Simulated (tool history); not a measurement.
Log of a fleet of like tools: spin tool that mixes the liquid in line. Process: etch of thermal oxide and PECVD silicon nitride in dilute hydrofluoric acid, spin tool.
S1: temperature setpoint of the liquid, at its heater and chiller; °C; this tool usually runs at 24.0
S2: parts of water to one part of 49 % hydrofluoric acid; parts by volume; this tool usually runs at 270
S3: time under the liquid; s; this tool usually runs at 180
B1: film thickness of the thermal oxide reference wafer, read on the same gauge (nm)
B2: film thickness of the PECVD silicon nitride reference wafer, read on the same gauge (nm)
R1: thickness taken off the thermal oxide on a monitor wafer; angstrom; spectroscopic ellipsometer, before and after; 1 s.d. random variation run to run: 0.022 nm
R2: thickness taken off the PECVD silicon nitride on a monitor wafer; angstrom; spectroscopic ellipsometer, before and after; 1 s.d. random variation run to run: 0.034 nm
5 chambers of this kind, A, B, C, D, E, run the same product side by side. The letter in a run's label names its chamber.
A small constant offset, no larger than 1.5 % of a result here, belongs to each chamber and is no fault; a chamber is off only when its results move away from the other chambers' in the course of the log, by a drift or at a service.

{"run": "1B", "hour": 11.8, "S1": 24.0, "S2": 270, "S3": 180, "B1": 130.0, "B2": 119.98, "R1": 27.02, "R2": 24.93}
{"run": "2D", "hour": 22.0, "S1": 24.0, "S2": 270, "S3": 180, "B1": 130.01, "B2": 120.01, "R1": 26.802, "R2": 24.045}
{"run": "3E", "hour": 33.4, "S1": 24.0, "S2": 270, "S3": 180, "B1": 129.99, "B2": 120.0, "R1": 26.954, "R2": 24.14}
{"run": "4C", "hour": 41.1, "S1": 24.0, "S2": 270, "S3": 180, "B1": 130.01, "B2": 120.02, "R1": 26.491, "R2": 23.792}
{"run": "5A", "hour": 47.1, "S1": 24.0, "S2": 270, "S3": 180, "B1": 129.99, "B2": 120.02, "R1": 26.981, "R2": 23.522}
{"run": "6D", "hour": 58.4, "S1": 24.0, "S2": 270, "S3": 180, "B1": 129.97, "B2": 120.01, "R1": 26.642, "R2": 24.08}
{"run": "7B", "hour": 65.2, "S1": 24.0, "S2": 270, "S3": 180, "B1": 130.01, "B2": 120.01, "R1": 26.638, "R2": 24.431}
{"run": "8A", "hour": 73.1, "S1": 24.0, "S2": 270, "S3": 180, "B1": 130.0, "B2": 119.98, "R1": 26.891, "R2": 23.262}
{"run": "9C", "hour": 82.8, "S1": 24.0, "S2": 270, "S3": 180, "B1": 129.98, "B2": 120.0, "R1": 26.766, "R2": 24.301}
{"run": "10E", "hour": 93.3, "S1": 24.0, "S2": 270, "S3": 180, "B1": 130.04, "B2": 120.04, "R1": 26.787, "R2": 24.866}
{"run": "11A", "hour": 101.2, "S1": 24.0, "S2": 270, "S3": 180, "B1": 130.0, "B2": 120.0, "R1": 26.797, "R2": 23.879}
{"hour": 101.9, "done": "chamber D: thermometer replaced"}
{"run": "12E", "hour": 108.4, "S1": 21.5, "S2": 270, "S3": 180, "B1": 130.03, "B2": 119.97, "R1": 24.508, "R2": 20.572}
{"hour": 114.5, "done": "chamber E: hydrofluoric acid flow meter replaced"}
{"run": "13D", "hour": 115.5, "S1": 21.5, "S2": 270, "S3": 180, "B1": 129.98, "B2": 119.98, "R1": 24.332, "R2": 20.912}
{"run": "14C", "hour": 124.8, "S1": 21.5, "S2": 270, "S3": 180, "B1": 130.02, "B2": 119.99, "R1": 24.973, "R2": 20.154}
{"run": "15B", "hour": 137.6, "S1": 21.5, "S2": 270, "S3": 180, "B1": 130.0, "B2": 120.01, "R1": 24.855, "R2": 20.917}
{"run": "16B", "hour": 147.8, "S1": 21.5, "S2": 270, "S3": 180, "B1": 129.98, "B2": 119.98, "R1": 24.434, "R2": 20.814}
{"run": "17E", "hour": 159.7, "S1": 24.0, "S2": 270, "S3": 180, "B1": 130.02, "B2": 119.98, "R1": 26.9, "R2": 24.633}
{"run": "18A", "hour": 169.9, "S1": 24.0, "S2": 270, "S3": 180, "B1": 130.01, "B2": 119.99, "R1": 26.593, "R2": 24.025}
{"run": "19D", "hour": 176.5, "S1": 24.0, "S2": 270, "S3": 180, "B1": 130.03, "B2": 120.01, "R1": 26.98, "R2": 23.056}
{"run": "20C", "hour": 183.4, "S1": 20.0, "S2": 175, "S3": 180, "B1": 129.98, "B2": 120.01, "R1": 39.173, "R2": 28.016}
{"run": "21C", "hour": 190.9, "S1": 20.0, "S2": 175, "S3": 180, "B1": 130.02, "B2": 120.0, "R1": 39.175, "R2": 28.37}
{"run": "22E", "hour": 199.7, "S1": 20.0, "S2": 175, "S3": 180, "B1": 130.0, "B2": 120.03, "R1": 39.194, "R2": 28.778}
{"run": "23D", "hour": 207.6, "S1": 20.0, "S2": 175, "S3": 180, "B1": 130.01, "B2": 119.98, "R1": 39.036, "R2": 28.431}
{"run": "24A", "hour": 213.3, "S1": 20.0, "S2": 175, "S3": 180, "B1": 130.03, "B2": 119.97, "R1": 38.923, "R2": 27.975}
{"hour": 220.8, "done": "chamber D: hydrofluoric acid flow meter replaced"}
{"run": "25B", "hour": 222.9, "S1": 24.0, "S2": 270, "S3": 180, "B1": 130.03, "B2": 120.01, "R1": 27.259, "R2": 23.905}
{"hour": 225.9, "done": "chamber B: thermometer replaced"}
{"run": "26E", "hour": 234.9, "S1": 24.0, "S2": 270, "S3": 180, "B1": 130.02, "B2": 119.99, "R1": 26.36, "R2": 24.047}
{"run": "27D", "hour": 241.3, "S1": 24.0, "S2": 270, "S3": 180, "B1": 130.02, "B2": 119.97, "R1": 26.766, "R2": 23.769}
{"run": "28B", "hour": 247.2, "S1": 24.0, "S2": 340, "S3": 275, "B1": 130.02, "B2": 120.01, "R1": 29.999, "R2": 29.075}
{"run": "29A", "hour": 254.7, "S1": 24.0, "S2": 340, "S3": 275, "B1": 130.01, "B2": 119.96, "R1": 29.963, "R2": 28.274}
{"run": "30C", "hour": 260.8, "S1": 24.0, "S2": 340, "S3": 275, "B1": 130.01, "B2": 119.98, "R1": 30.665, "R2": 29.722}
{"run": "31E", "hour": 270.3, "S1": 24.0, "S2": 340, "S3": 275, "B1": 130.0, "B2": 120.02, "R1": 30.67, "R2": 29.592}
{"run": "32B", "hour": 282.5, "S1": 24.0, "S2": 340, "S3": 275, "B1": 130.0, "B2": 119.97, "R1": 30.862, "R2": 29.935}
{"run": "33A", "hour": 293.6, "S1": 24.0, "S2": 270, "S3": 180, "B1": 129.99, "B2": 120.01, "R1": 26.565, "R2": 23.69}
{"run": "34D", "hour": 302.2, "S1": 24.0, "S2": 270, "S3": 180, "B1": 129.98, "B2": 120.0, "R1": 26.824, "R2": 23.678}
{"run": "35C", "hour": 308.0, "S1": 24.0, "S2": 270, "S3": 180, "B1": 129.98, "B2": 119.99, "R1": 27.196, "R2": 23.835}
{"run": "36D", "hour": 319.9, "S1": 24.0, "S2": 270, "S3": 180, "B1": 129.99, "B2": 119.99, "R1": 26.9, "R2": 23.475}
{"run": "37C", "hour": 327.1, "S1": 24.0, "S2": 270, "S3": 180, "B1": 129.98, "B2": 120.02, "R1": 27.236, "R2": 23.083}

Does one chamber stand apart from the rest, does the shared gauge drift, or is all well apart from small per-chamber offsets? Give the chamber and the most likely cause, where there is one.

The fleet is healthy, with each chamber sitting at its usual small offset and no drift in the gauge.
